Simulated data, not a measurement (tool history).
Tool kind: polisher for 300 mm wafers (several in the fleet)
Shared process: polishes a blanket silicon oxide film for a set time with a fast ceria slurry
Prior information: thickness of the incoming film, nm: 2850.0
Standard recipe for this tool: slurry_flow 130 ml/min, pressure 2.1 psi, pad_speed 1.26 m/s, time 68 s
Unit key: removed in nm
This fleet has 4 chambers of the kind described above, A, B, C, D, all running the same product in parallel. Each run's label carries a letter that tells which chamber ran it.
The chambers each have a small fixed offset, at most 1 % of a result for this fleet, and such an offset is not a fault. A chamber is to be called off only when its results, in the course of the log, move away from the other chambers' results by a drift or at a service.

run	hour	slurry_flow	pressure	pad_speed	time	wafers polished on this pad	hours since the slurry nozzle was cleaned	hours since the head pressure was calibrated	removed
# hour 0.4: chamber B: worn pad replaced by a new one
# hour 2.0: chamber D: worn pad replaced by a new one
# hour 4.9: chamber A: worn pad replaced by a new one
1D	7.6	130	2.1	1.26	68	85	290.0	657.2	1156.10
2A	15.5	130	2.1	1.26	68	161	284.1	597.7	1141.80
# hour 21.7: chamber D: head pressure recalibrated
3B	22.6	130	2.1	1.26	68	335	137.4	816.5	1148.30
4C	31.2	130	2.1	1.26	68	600	91.0	225.2	1151.80
5A	39.8	130	2.1	1.26	68	527	308.4	622.0	1166.80
6D	46.7	130	2.1	1.26	68	674	329.1	25.0	1164.50
7B	52.3	130	2.1	1.26	68	783	167.1	846.2	1146.20
8C	58.0	130	2.1	1.26	68	1004	117.8	252.0	1163.10
9D	66.8	130	2.1	1.26	68	977	349.2	45.1	1155.20
# hour 67.9: chamber D: worn pad replaced by a new one
10B	73.4	95	1.4	1.26	68	1101	188.2	867.3	720.55
# hour 78.0: chamber B: worn pad replaced by a new one
11A	80.9	95	1.4	1.26	68	1146	349.5	663.1	729.30
12C	85.4	95	1.4	1.26	68	1417	145.2	279.4	715.80
# hour 90.5: chamber A: worn pad replaced by a new one
13C	90.8	95	1.4	1.26	68	1498	150.6	284.8	712.41
# hour 95.1: chamber B: slurry nozzle cleaned
14D	99.3	130	2.1	1.26	68	474	381.7	77.6	1115.90
15A	103.4	130	2.8	1.26	68	195	372.0	685.6	1534.60
# hour 103.5: chamber C: worn pad replaced by a new one
16B	110.0	130	2.8	1.26	68	482	15.0	903.9	1524.30
17A	114.3	130	2.8	1.26	68	359	382.9	696.5	1559.90
# hour 119.7: chamber D: worn pad replaced by a new one
18B	121.2	130	2.8	1.26	68	651	26.2	915.1	1519.30
19D	129.1	130	2.1	1.26	68	142	411.5	107.4	1153.30
20C	134.5	130	2.1	1.26	68	467	194.3	328.5	1161.50
21A	141.8	130	2.1	1.26	68	774	410.4	724.0	1185.10
22D	149.6	130	2.1	1.26	68	451	432.0	127.9	1075.50
# hour 150.9: chamber B: worn pad replaced by a new one
23C	158.0	130	2.1	1.26	68	821	217.8	352.0	1125.80
# hour 163.8: chamber B: head pressure recalibrated
# hour 166.6: chamber A: worn pad replaced by a new one
24B	167.0	130	2.1	1.26	68	243	72.0	3.2	1168.00
25D	174.1	130	2.1	1.26	68	820	456.5	152.4	1047.50
26A	180.1	130	2.1	1.26	68	203	448.7	762.3	1163.40
# hour 186.3: chamber D: worn pad replaced by a new one
27B	187.3	130	2.1	1.26	68	549	92.3	23.5	1121.80
# hour 190.7: chamber C: worn pad replaced by a new one
28C	193.6	130	2.1	1.26	68	44	253.4	387.6	1201.80
29D	198.6	130	2.1	1.26	68	185	481.0	176.9	1023.90
30A	203.1	130	2.1	1.26	68	550	471.7	785.3	1168.90
# hour 204.2: chamber C: head pressure recalibrated
31B	208.5	130	2.1	1.26	68	868	113.5	44.7	1158.00
32C	217.1	130	2.1	1.26	68	398	276.9	13.0	1158.30

All chambers now run identical settings, listed one chamber a line with results as question marks. What results will each chamber show?
33A	223.7	130	2.1	1.26	68				?
33B	223.7	130	2.1	1.26	68				?
33C	223.7	130	2.1	1.26	68				?
33D	223.7	130	2.1	1.26	68				?

run	removed
33A	1142.10
33B	1200.60
33C	1166.80
33D	1027.60
